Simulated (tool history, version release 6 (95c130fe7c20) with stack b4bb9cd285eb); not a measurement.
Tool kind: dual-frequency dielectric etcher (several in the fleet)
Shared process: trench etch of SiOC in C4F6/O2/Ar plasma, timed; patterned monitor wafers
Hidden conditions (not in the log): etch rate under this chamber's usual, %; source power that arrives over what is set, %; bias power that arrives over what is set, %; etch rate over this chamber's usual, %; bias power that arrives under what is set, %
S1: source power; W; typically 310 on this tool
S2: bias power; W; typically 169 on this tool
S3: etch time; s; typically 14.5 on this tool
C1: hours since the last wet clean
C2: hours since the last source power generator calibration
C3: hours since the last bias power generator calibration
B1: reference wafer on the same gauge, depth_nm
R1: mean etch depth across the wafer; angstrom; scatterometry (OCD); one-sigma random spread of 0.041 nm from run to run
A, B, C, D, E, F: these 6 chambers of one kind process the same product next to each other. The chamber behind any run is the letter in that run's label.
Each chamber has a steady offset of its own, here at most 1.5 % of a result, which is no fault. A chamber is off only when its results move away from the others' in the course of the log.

run	hour	S1	S2	S3	C1	C2	C3	B1	R1
1D	11.5	310	169	14.5	81.3	1469.1	2769.4	29.387	269.26
2C	17.1	310	169	14.5	330.8	1165.9	759.4	29.385	267.56
3A	26.2	310	169	14.5	189.9	2821.3	1571.5	29.388	265.53
4F	36.2	310	169	14.5	269.8	3544.3	1806.9	29.377	268.18
5B	42.1	310	169	14.5	314.8	2150.1	2411.3	29.366	266.47
6E	50.1	310	169	14.5	296.6	2884.9	1942.2	29.375	270.27
7C	60.1	310	169	14.5	373.8	1208.9	802.4	29.37	266.93
8E	69	310	169	14.5	315.5	2903.8	1961.1	29.357	270.63
9D	74.9	310	169	14.5	144.7	1532.5	2832.8	29.361	268.11
10A	85.3	310	169	14.5	249	2880.4	1630.6	29.348	263.96
11F	95.6	310	169	14.5	329.2	3603.7	1866.3	29.338	267.67
12B	104.6	310	203	11	377.3	2212.6	2473.8	29.344	213.71
13C	110	310	203	11	423.7	1258.8	852.3	29.343	214.49
14E	121.4	310	203	11	367.9	2956.2	2013.5	29.336	217.09
15F	132	310	203	11	365.6	3640.1	1902.7	29.337	215.4
16B	142.9	310	203	11	415.6	2250.9	2512.1	29.334	213.45
17A	151.7	310	203	11	315.4	2946.8	1697	29.319	212.51
18D	161.1	310	169	14.5	230.9	1618.7	2919	29.306	267.74
# hour 164.7: chamber F: wet clean of the chamber
19A	167.7	310	169	14.5	331.4	2962.8	1713	29.312	264.94
# hour 173.8: chamber A: source power generator calibrated
20D	177.2	310	169	14.5	247	1634.8	2935.1	29.307	267.45
# hour 178.3: chamber E: wet clean of the chamber
21E	186.5	310	169	14.5	8.3	3021.3	2078.6	29.291	269.73
22C	194.5	310	169	14.5	508.2	1343.3	936.8	29.294	266.41
23B	203.4	310	169	14.5	476.1	2311.4	2572.6	29.282	265.34
24F	214.4	310	169	14.5	49.8	3722.5	1985.1	29.278	267.63
25F	219.4	310	169	14.5	54.8	3727.5	1990.1	29.269	267.23
26C	226.5	270	169	14.5	540.2	1375.3	968.8	29.28	252.64
27A	237.6	270	169	14.5	401.3	63.8	1782.9	29.271	249.49
28D	243.7	270	169	14.5	313.5	1701.3	3001.6	29.269	253.5
29B	253.1	270	169	14.5	525.8	2361.1	2622.3	29.257	251.32
30E	261.6	270	169	14.5	83.4	3096.4	2153.7	29.249	254.96
31F	268.3	270	169	14.5	103.7	3776.4	2039	29.256	252.71
# hour 274.6: chamber B: bias power generator calibrated
32A	276.7	310	169	14.5	440.4	102.9	1822	29.254	263.71
33E	287	310	200	14.5	108.8	3121.8	2179.1	29.248	283.68
# hour 292.9: chamber B: wet clean of the chamber
34B	297.8	310	200	14.5	4.9	2405.8	23.2	29.234	279.7
35D	303.3	310	200	14.5	373.1	1760.9	3061.2	29.226	282.7
36C	309.8	310	200	14.5	623.5	1458.6	1052.1	29.223	281.47
37B	321	310	200	14.5	28.1	2429	46.4	29.224	279.55
38F	328.1	310	200	14.5	163.5	3836.2	2098.8	29.223	280.24

The same settings go to every chamber for the next run, one line per chamber below. Forecast the results for each:
39A	336.3	310	169	14.5					?
39B	336.3	310	169	14.5					?
39C	336.3	310	169	14.5					?
39D	336.3	310	169	14.5					?
39E	336.3	310	169	14.5					?
39F	336.3	310	169	14.5					?

run	R1
39A	263.25
39B	264.92
39C	265.62
39D	267.1
39E	268.9
39F	266.28
